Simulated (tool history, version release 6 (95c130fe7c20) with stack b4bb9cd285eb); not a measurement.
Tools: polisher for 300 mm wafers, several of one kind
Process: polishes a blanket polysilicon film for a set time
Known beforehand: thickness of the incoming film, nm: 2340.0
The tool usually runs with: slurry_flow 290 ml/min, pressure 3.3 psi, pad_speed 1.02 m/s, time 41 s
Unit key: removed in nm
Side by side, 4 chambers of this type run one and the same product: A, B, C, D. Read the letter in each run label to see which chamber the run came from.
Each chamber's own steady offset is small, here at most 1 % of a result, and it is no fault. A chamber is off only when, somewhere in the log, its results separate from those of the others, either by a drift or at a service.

run	day	slurry_flow	pressure	pad_speed	time	removed
1A	0.138	290	3.3	1.02	41	342.14
2D	0.346	290	3.3	1.02	41	343.93
3B	0.550	290	3.3	1.02	41	340.25
4C	0.696	290	3.3	1.02	41	344.81
5D	0.896	290	3.3	1.02	41	342.48
6A	1.042	290	3.3	1.02	41	343.52
# day 1.142: chamber C: head pressure recalibrated
7B	1.238	290	3.3	1.02	41	347.59
8C	1.462	290	3.3	1.02	41	346.06
9B	1.721	250	3.3	0.74	41	243.10
# day 1.854: chamber C: worn pad replaced by a new one
10C	1.879	250	3.3	0.74	41	248.80
11D	2.083	250	3.3	0.74	41	244.01
# day 2.088: chamber B: slurry nozzle cleaned
12A	2.350	250	3.3	0.74	41	248.35
13A	2.558	290	3.3	1.02	41	342.07
# day 2.667: chamber A: worn pad replaced by a new one
14C	2.838	290	3.3	1.02	54	452.91
# day 2.858: chamber B: worn pad replaced by a new one
15D	3.117	290	3.3	1.02	54	448.71
16B	3.342	290	3.3	1.02	54	457.25
17A	3.600	290	3.3	1.02	54	448.03
18B	3.829	290	3.3	1.02	41	345.70
19D	4.025	290	3.3	1.02	41	345.34
20C	4.162	290	3.3	1.02	41	347.31
21C	4.329	290	3.3	1.02	41	344.99
22A	4.525	290	2.4	0.72	41	176.78
23B	4.708	290	2.4	0.72	41	175.96
24D	4.946	290	2.4	0.72	41	180.00
25A	5.088	290	2.4	0.72	41	177.65
26D	5.329	290	3.3	1.02	41	347.90
27C	5.496	290	3.3	1.18	35	339.93
28B	5.717	290	3.3	1.18	35	336.64
# day 5.867: chamber A: worn pad replaced by a new one
# day 5.875: chamber D: worn pad replaced by a new one
29D	5.954	290	3.3	1.18	35	348.43
30A	6.192	290	3.3	1.18	35	342.36
31B	6.346	290	3.3	1.02	41	344.21
32C	6.604	290	3.3	1.02	41	343.47
33C	6.754	290	3.3	1.02	41	344.21
34D	7.046	290	3.3	1.02	41	361.51
35A	7.288	290	3.3	1.02	41	341.81

Which is it: a chamber that has drifted or been left off by a service, a gauge drift common to all chambers, or only each chamber's usual small offset? If a chamber is off, name it and its likeliest cause.

Little by little, chamber D moves away from the other chambers.
Most likely cause: head's pressure above its setpoint, % = 5.51.

Here are 4 candidates for chamber D's next run, each the usual settings with a change, their results left as question marks. Which one brings its results back in line with what the others give on the usual settings?
Allowed miss from the other chambers' usual-settings mean, per result, to count as in line: removed 7.40 nm
36D-1	7.496	290	3.3	1.08	41	?
36D-2	7.496	255	3.3	1.02	41	?
36D-3	7.496	290	3.3	1.04	41	?
36D-4	7.496	290	3.3	1.00	40	?

Average result of the remaining chambers running the usual settings: removed 343.97 nm
run	removed
36D-1	383.48
36D-2	357.51
36D-3	369.27
36D-4	346.40
36D-4 brings the chamber back in line.
